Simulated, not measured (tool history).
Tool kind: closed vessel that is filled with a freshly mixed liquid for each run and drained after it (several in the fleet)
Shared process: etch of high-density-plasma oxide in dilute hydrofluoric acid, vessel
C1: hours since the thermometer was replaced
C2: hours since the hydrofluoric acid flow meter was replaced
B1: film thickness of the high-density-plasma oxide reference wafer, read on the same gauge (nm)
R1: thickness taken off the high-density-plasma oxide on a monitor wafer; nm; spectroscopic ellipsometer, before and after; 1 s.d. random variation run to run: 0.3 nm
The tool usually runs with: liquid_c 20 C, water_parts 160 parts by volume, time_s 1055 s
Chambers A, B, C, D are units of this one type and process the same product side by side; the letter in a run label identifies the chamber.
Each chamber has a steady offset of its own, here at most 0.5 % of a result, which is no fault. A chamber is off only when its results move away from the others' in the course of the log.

Run 1C, hour 5.8: usual settings; C1 259.2; C2 312.2; B1 29.962. Result: R1 34.739 nm.
Run 2A, hour 12.9: usual settings; C1 767.8; C2 39.8; B1 29.992. Result: R1 35.14 nm.
Run 3D, hour 16.5: usual settings; C1 761.8; C2 241.5; B1 30.012. Result: R1 35.354 nm.
Run 4B, hour 20.9: usual settings; C1 2140.5; C2 169.2; B1 29.997. Result: R1 35.849 nm.
Run 5D, hour 25.6: usual settings; C1 770.9; C2 250.6; B1 30.021. Result: R1 35.223 nm.
Run 6B, hour 32: usual settings; C1 2151.6; C2 180.3; B1 30.02. Result: R1 34.789 nm.
Run 7A, hour 39.4: usual settings; C1 794.3; C2 66.3; B1 30.027. Result: R1 35.473 nm.
Run 8C, hour 46.7: usual settings; C1 300.1; C2 353.1; B1 30.022. Result: R1 34.559 nm.
Run 9B, hour 53.7: usual settings but time_s 785 s; C1 2173.3; C2 202; B1 29.998. Result: R1 26.595 nm.
Run 10D, hour 60.1: usual settings but time_s 785 s; C1 805.4; C2 285.1; B1 30.019. Result: R1 26.045 nm.
Run 11A, hour 67.8: usual settings but time_s 785 s; C1 822.7; C2 94.7; B1 29.98. Result: R1 25.829 nm.
Run 12C, hour 73.4: usual settings but time_s 785 s; C1 326.8; C2 379.8; B1 30.049. Result: R1 26.074 nm.
Run 13A, hour 80: usual settings but liquid_c 17 C; C1 834.9; C2 106.9; B1 30.019. Result: R1 31.267 nm.
Run 14C, hour 86.6: usual settings but liquid_c 17 C; C1 340; C2 393; B1 30.019. Result: R1 30.994 nm.
Run 15B, hour 93: usual settings but liquid_c 17 C; C1 2212.6; C2 241.3; B1 29.982. Result: R1 31.667 nm.
Run 16D, hour 96.5: usual settings but liquid_c 17 C; C1 841.8; C2 321.5; B1 29.973. Result: R1 30.773 nm.
Run 17A, hour 104: usual settings; C1 858.9; C2 130.9; B1 29.995. Result: R1 34.587 nm.
Run 18D, hour 108: usual settings; C1 853.3; C2 333; B1 29.982. Result: R1 33.925 nm.
Run 19B, hour 112.4: usual settings; C1 2232; C2 260.7; B1 29.952. Result: R1 35.624 nm.
Run 20C, hour 118.8: usual settings; C1 372.2; C2 425.2; B1 30.012. Result: R1 35.091 nm.
Run 21C, hour 122.4: usual settings; C1 375.8; C2 428.8; B1 30.001. Result: R1 35.532 nm.
Run 22A, hour 129.8: usual settings; C1 884.7; C2 156.7; B1 29.99. Result: R1 35.301 nm.
Run 23D, hour 134.3: usual settings but time_s 745 s; C1 879.6; C2 359.3; B1 29.984. Result: R1 24.056 nm.
Run 24B, hour 140.7: usual settings but time_s 745 s; C1 2260.3; C2 289; B1 30.031. Result: R1 25.13 nm.
Run 25A, hour 145.2: usual settings but time_s 745 s; C1 900.1; C2 172.1; B1 30.059. Result: R1 25.32 nm.
Run 26B, hour 148.7: usual settings but time_s 745 s; C1 2268.3; C2 297; B1 30.028. Result: R1 24.937 nm.
Run 27C, hour 156.1: usual settings but liquid_c 17 C; C1 409.5; C2 462.5; B1 30.019. Result: R1 31.117 nm.
Run 28D, hour 163.6: usual settings but liquid_c 17 C; C1 908.9; C2 388.6; B1 30.022. Result: R1 29.309 nm.
Run 29D, hour 167.5: usual settings but liquid_c 17 C; C1 912.8; C2 392.5; B1 29.99. Result: R1 29.119 nm.
Run 30C, hour 171: usual settings but liquid_c 17 C; C1 424.4; C2 477.4; B1 30.042. Result: R1 30.714 nm.
Run 31B, hour 178: usual settings; C1 2297.6; C2 326.3; B1 30.001. Result: R1 35.565 nm.
Run 32A, hour 184: usual settings; C1 938.9; C2 210.9; B1 29.971. Result: R1 35.268 nm.

Predict what each chamber gives when all 4 of them run the settings below next.
Run 33A, hour 189.7: usual settings but water_parts 195 parts by volume. Result: R1 ?.
Run 33B, hour 189.7: usual settings but water_parts 195 parts by volume. Result: R1 ?.
Run 33C, hour 189.7: usual settings but water_parts 195 parts by volume. Result: R1 ?.
Run 33D, hour 189.7: usual settings but water_parts 195 parts by volume. Result: R1 ?.

run      R1
33A  27.894
33B  27.797
33C  27.975
33D  25.436

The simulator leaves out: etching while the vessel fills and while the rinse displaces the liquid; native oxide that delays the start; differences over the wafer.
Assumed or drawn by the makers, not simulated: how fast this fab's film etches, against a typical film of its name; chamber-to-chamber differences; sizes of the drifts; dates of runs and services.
